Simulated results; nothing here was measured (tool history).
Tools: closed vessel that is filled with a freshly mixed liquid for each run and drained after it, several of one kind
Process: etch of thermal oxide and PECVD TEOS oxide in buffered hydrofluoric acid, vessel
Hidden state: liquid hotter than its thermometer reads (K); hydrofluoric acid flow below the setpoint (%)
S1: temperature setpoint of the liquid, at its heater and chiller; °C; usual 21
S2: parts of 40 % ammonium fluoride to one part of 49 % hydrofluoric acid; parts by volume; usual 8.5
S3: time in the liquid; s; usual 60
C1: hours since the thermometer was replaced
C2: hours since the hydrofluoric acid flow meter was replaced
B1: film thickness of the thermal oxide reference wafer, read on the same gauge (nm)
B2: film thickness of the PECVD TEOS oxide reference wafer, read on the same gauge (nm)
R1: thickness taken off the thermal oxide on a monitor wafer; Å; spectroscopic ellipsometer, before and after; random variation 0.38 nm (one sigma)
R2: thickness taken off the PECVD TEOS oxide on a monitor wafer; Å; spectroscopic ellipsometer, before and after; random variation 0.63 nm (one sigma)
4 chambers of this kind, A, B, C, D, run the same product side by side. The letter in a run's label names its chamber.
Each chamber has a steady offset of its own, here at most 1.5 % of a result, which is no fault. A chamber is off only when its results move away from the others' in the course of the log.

Run 1A, hour 7.3: usual settings; C1 874.4; C2 2090.2; B1 99.991; B2 150. Result: R1 668.92 Å, R2 1338.4 Å.
Run 2C, hour 15.7: usual settings; C1 1573.9; C2 817.3; B1 100; B2 149.97. Result: R1 665.46 Å, R2 1359.2 Å.
Run 3B, hour 20.2: usual settings; C1 154.4; C2 475.1; B1 99.984; B2 149.99. Result: R1 674.67 Å, R2 1337.5 Å.
Run 4D, hour 24.9: usual settings; C1 1404.9; C2 359.8; B1 99.994; B2 150.03. Result: R1 669.97 Å, R2 1329 Å.
Run 5D, hour 33.6: usual settings; C1 1413.6; C2 368.5; B1 99.974; B2 150.02. Result: R1 679.82 Å, R2 1320.8 Å.
At hour 41.3: chamber C: hydrofluoric acid flow meter replaced.
Run 6C, hour 42.7: usual settings; C1 1600.9; C2 1.4; B1 100.01; B2 150.01. Result: R1 668.76 Å, R2 1352.4 Å.
Run 7B, hour 49.6: usual settings; C1 183.8; C2 504.5; B1 99.986; B2 150. Result: R1 667.96 Å, R2 1333.3 Å.
Run 8A, hour 54: usual settings but S2 6 parts by volume, S3 80 s; C1 921.1; C2 2136.9; B1 100.02; B2 150. Result: R1 1263.4 Å, R2 2491.9 Å.
Run 9B, hour 63.2: usual settings but S2 6 parts by volume, S3 80 s; C1 197.4; C2 518.1; B1 99.997; B2 149.96. Result: R1 1280.3 Å, R2 2512.3 Å.
Run 10A, hour 72: usual settings but S2 6 parts by volume, S3 80 s; C1 939.1; C2 2154.9; B1 99.995; B2 150.03. Result: R1 1258.8 Å, R2 2461.1 Å.
At hour 75.1: chamber A: hydrofluoric acid flow meter replaced.
Run 11C, hour 80.5: usual settings but S2 6 parts by volume, S3 80 s; C1 1638.7; C2 39.2; B1 99.998; B2 149.96. Result: R1 1264.8 Å, R2 2516.2 Å.
Run 12D, hour 87.3: usual settings; C1 1467.3; C2 422.2; B1 99.986; B2 150.02. Result: R1 675.56 Å, R2 1320 Å.
Run 13D, hour 95.6: usual settings; C1 1475.6; C2 430.5; B1 100; B2 150.01. Result: R1 670.94 Å, R2 1322.5 Å.
Run 14C, hour 104.4: usual settings; C1 1662.6; C2 63.1; B1 100.01; B2 149.99. Result: R1 669.78 Å, R2 1349.1 Å.
Run 15B, hour 110.4: usual settings; C1 244.6; C2 565.3; B1 99.993; B2 150.01. Result: R1 678.31 Å, R2 1319.7 Å.
Run 16A, hour 118.9: usual settings; C1 986; C2 43.9; B1 99.986; B2 149.99. Result: R1 670.86 Å, R2 1328.8 Å.
Run 17D, hour 126.4: usual settings; C1 1506.4; C2 461.3; B1 100.01; B2 149.96. Result: R1 674.36 Å, R2 1323.3 Å.
Run 18A, hour 132.3: usual settings; C1 999.4; C2 57.3; B1 100.01; B2 150. Result: R1 670.98 Å, R2 1326.9 Å.
Run 19B, hour 139.8: usual settings; C1 274; C2 594.7; B1 100.02; B2 149.97. Result: R1 671.43 Å, R2 1335 Å.
Run 20C, hour 147.7: usual settings; C1 1705.9; C2 106.4; B1 99.996; B2 150.02. Result: R1 663.85 Å, R2 1340.3 Å.
Run 21B, hour 153.7: usual settings; C1 287.9; C2 608.6; B1 100; B2 149.98. Result: R1 674.37 Å, R2 1329.2 Å.
Run 22C, hour 160.4: usual settings; C1 1718.6; C2 119.1; B1 99.997; B2 149.97. Result: R1 668.47 Å, R2 1343.5 Å.
Run 23D, hour 169.4: usual settings; C1 1549.4; C2 504.3; B1 100; B2 149.99. Result: R1 677.95 Å, R2 1320.6 Å.
At hour 172.9: chamber B: hydrofluoric acid flow meter replaced.
Run 24A, hour 175.3: usual settings; C1 1042.4; C2 100.3; B1 100.01; B2 150.01. Result: R1 674.04 Å, R2 1333.8 Å.
Run 25D, hour 180.7: usual settings; C1 1560.7; C2 515.6; B1 99.993; B2 150.03. Result: R1 670.27 Å, R2 1330.1 Å.
Run 26A, hour 184.7: usual settings; C1 1051.8; C2 109.7; B1 100; B2 150.02. Result: R1 675.65 Å, R2 1325.4 Å.
Run 27C, hour 192.1: usual settings; C1 1750.3; C2 150.8; B1 100; B2 150. Result: R1 665.52 Å, R2 1343.9 Å.
Run 28B, hour 198: usual settings; C1 332.2; C2 25.1; B1 100.01; B2 149.98. Result: R1 671.76 Å, R2 1325 Å.
Run 29A, hour 206.6: usual settings; C1 1073.7; C2 131.6; B1 99.999; B2 149.99. Result: R1 664.38 Å, R2 1330.7 Å.
Run 30B, hour 210.6: usual settings; C1 344.8; C2 37.7; B1 100.03; B2 149.96. Result: R1 675.34 Å, R2 1322.7 Å.

Is one chamber off against the others, does the gauge drift, or is nothing wrong? If a chamber is off, say which, and what the likeliest cause is.

No chamber stands off beyond its own small offset, and the gauge holds steady.

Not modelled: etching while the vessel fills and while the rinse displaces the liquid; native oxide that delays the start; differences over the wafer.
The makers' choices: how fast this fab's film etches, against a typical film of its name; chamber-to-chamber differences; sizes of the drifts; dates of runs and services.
